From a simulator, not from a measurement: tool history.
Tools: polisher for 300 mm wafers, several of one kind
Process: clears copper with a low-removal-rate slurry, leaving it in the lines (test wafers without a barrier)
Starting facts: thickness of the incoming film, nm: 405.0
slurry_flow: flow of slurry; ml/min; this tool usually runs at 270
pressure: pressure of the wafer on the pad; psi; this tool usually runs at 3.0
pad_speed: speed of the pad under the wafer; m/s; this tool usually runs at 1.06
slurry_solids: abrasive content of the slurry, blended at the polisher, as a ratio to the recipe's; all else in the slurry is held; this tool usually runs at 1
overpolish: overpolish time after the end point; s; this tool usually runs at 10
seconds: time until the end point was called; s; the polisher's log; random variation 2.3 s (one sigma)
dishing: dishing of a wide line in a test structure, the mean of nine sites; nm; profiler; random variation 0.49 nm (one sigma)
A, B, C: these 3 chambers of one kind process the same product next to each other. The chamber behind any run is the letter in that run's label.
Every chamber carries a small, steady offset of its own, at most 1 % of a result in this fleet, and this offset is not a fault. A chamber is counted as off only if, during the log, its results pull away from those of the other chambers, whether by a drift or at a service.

run 1C day=0.571 | slurry_flow=270 pressure=3.0 pad_speed=1.06 slurry_solids=1 overpolish=10 | seconds=122.120 dishing=21.004
run 2B day=1.142 | slurry_flow=270 pressure=3.0 pad_speed=1.06 slurry_solids=1 overpolish=10 | seconds=116.890 dishing=22.310
run 3A day=1.562 | slurry_flow=270 pressure=3.0 pad_speed=1.06 slurry_solids=1 overpolish=10 | seconds=122.080 dishing=21.662
-- day=1.804 chamber C: worn pad replaced by a new one
run 4B day=2.004 | slurry_flow=270 pressure=3.0 pad_speed=1.06 slurry_solids=1 overpolish=10 | seconds=118.870 dishing=20.441
-- day=2.183 chamber B: slurry nozzle cleaned
run 5C day=2.408 | slurry_flow=270 pressure=3.0 pad_speed=1.06 slurry_solids=1 overpolish=10 | seconds=118.720 dishing=21.807
run 6A day=2.688 | slurry_flow=270 pressure=3.0 pad_speed=1.06 slurry_solids=1 overpolish=10 | seconds=116.270 dishing=21.325
run 7C day=3.058 | slurry_flow=270 pressure=3.0 pad_speed=1.40 slurry_solids=1 overpolish=8 | seconds=92.195 dishing=21.789
run 8B day=3.408 | slurry_flow=270 pressure=3.0 pad_speed=1.40 slurry_solids=1 overpolish=8 | seconds=90.560 dishing=22.569
-- day=3.592 chamber A: slurry nozzle cleaned
run 9A day=3.996 | slurry_flow=270 pressure=3.0 pad_speed=1.40 slurry_solids=1 overpolish=8 | seconds=89.576 dishing=23.023
run 10B day=4.379 | slurry_flow=270 pressure=3.0 pad_speed=1.06 slurry_solids=1 overpolish=10 | seconds=115.580 dishing=22.039
run 11A day=4.754 | slurry_flow=270 pressure=3.0 pad_speed=1.06 slurry_solids=1 overpolish=10 | seconds=117.440 dishing=22.414
-- day=5.175 chamber C: worn pad replaced by a new one
run 12C day=5.204 | slurry_flow=270 pressure=3.0 pad_speed=1.06 slurry_solids=1 overpolish=10 | seconds=124.350 dishing=21.036
-- day=5.275 chamber A: slurry blender recalibrated
-- day=5.608 chamber C: slurry blender recalibrated
run 13A day=5.688 | slurry_flow=270 pressure=3.0 pad_speed=1.06 slurry_solids=1 overpolish=10 | seconds=118.450 dishing=21.828
-- day=5.733 chamber B: worn pad replaced by a new one
-- day=5.879 chamber A: head pressure recalibrated
run 14C day=6.275 | slurry_flow=270 pressure=3.0 pad_speed=1.06 slurry_solids=1 overpolish=10 | seconds=121.990 dishing=21.206
run 15B day=6.738 | slurry_flow=270 pressure=3.0 pad_speed=1.06 slurry_solids=1 overpolish=10 | seconds=119.060 dishing=20.458
run 16C day=7.329 | slurry_flow=270 pressure=3.0 pad_speed=1.06 slurry_solids=1 overpolish=10 | seconds=123.270 dishing=20.807
-- day=7.696 chamber C: head pressure recalibrated
run 17A day=7.771 | slurry_flow=270 pressure=3.0 pad_speed=1.06 slurry_solids=1 overpolish=10 | seconds=111.000 dishing=23.110
run 18B day=8.246 | slurry_flow=270 pressure=3.0 pad_speed=1.06 slurry_solids=1 overpolish=10 | seconds=115.030 dishing=22.223
run 19C day=8.783 | slurry_flow=270 pressure=3.0 pad_speed=1.06 slurry_solids=1 overpolish=10 | seconds=116.710 dishing=20.744
-- day=8.800 chamber A: worn pad replaced by a new one
-- day=8.988 chamber C: worn pad replaced by a new one
run 20B day=9.150 | slurry_flow=270 pressure=3.0 pad_speed=1.06 slurry_solids=1 overpolish=10 | seconds=121.940 dishing=22.038
run 21A day=9.562 | slurry_flow=270 pressure=3.0 pad_speed=1.06 slurry_solids=1 overpolish=10 | seconds=110.860 dishing=23.387
run 22B day=10.117 | slurry_flow=270 pressure=3.0 pad_speed=1.06 slurry_solids=1 overpolish=10 | seconds=119.460 dishing=20.574
run 23A day=10.517 | slurry_flow=270 pressure=3.0 pad_speed=1.06 slurry_solids=1 overpolish=10 | seconds=105.130 dishing=23.362
run 24C day=10.946 | slurry_flow=270 pressure=3.0 pad_speed=1.06 slurry_solids=1 overpolish=10 | seconds=118.690 dishing=21.351

Predict what each chamber gives when all 3 of them run the settings below next.
run 25A day=11.375 | slurry_flow=270 pressure=2.4 pad_speed=1.06 slurry_solids=1 overpolish=10 | seconds=? dishing=?
run 25B day=11.375 | slurry_flow=270 pressure=2.4 pad_speed=1.06 slurry_solids=1 overpolish=10 | seconds=? dishing=?
run 25C day=11.375 | slurry_flow=270 pressure=2.4 pad_speed=1.06 slurry_solids=1 overpolish=10 | seconds=? dishing=?

run=25A seconds=134.090 dishing=19.763
run=25B seconds=150.540 dishing=17.501
run=25C seconds=146.800 dishing=18.268

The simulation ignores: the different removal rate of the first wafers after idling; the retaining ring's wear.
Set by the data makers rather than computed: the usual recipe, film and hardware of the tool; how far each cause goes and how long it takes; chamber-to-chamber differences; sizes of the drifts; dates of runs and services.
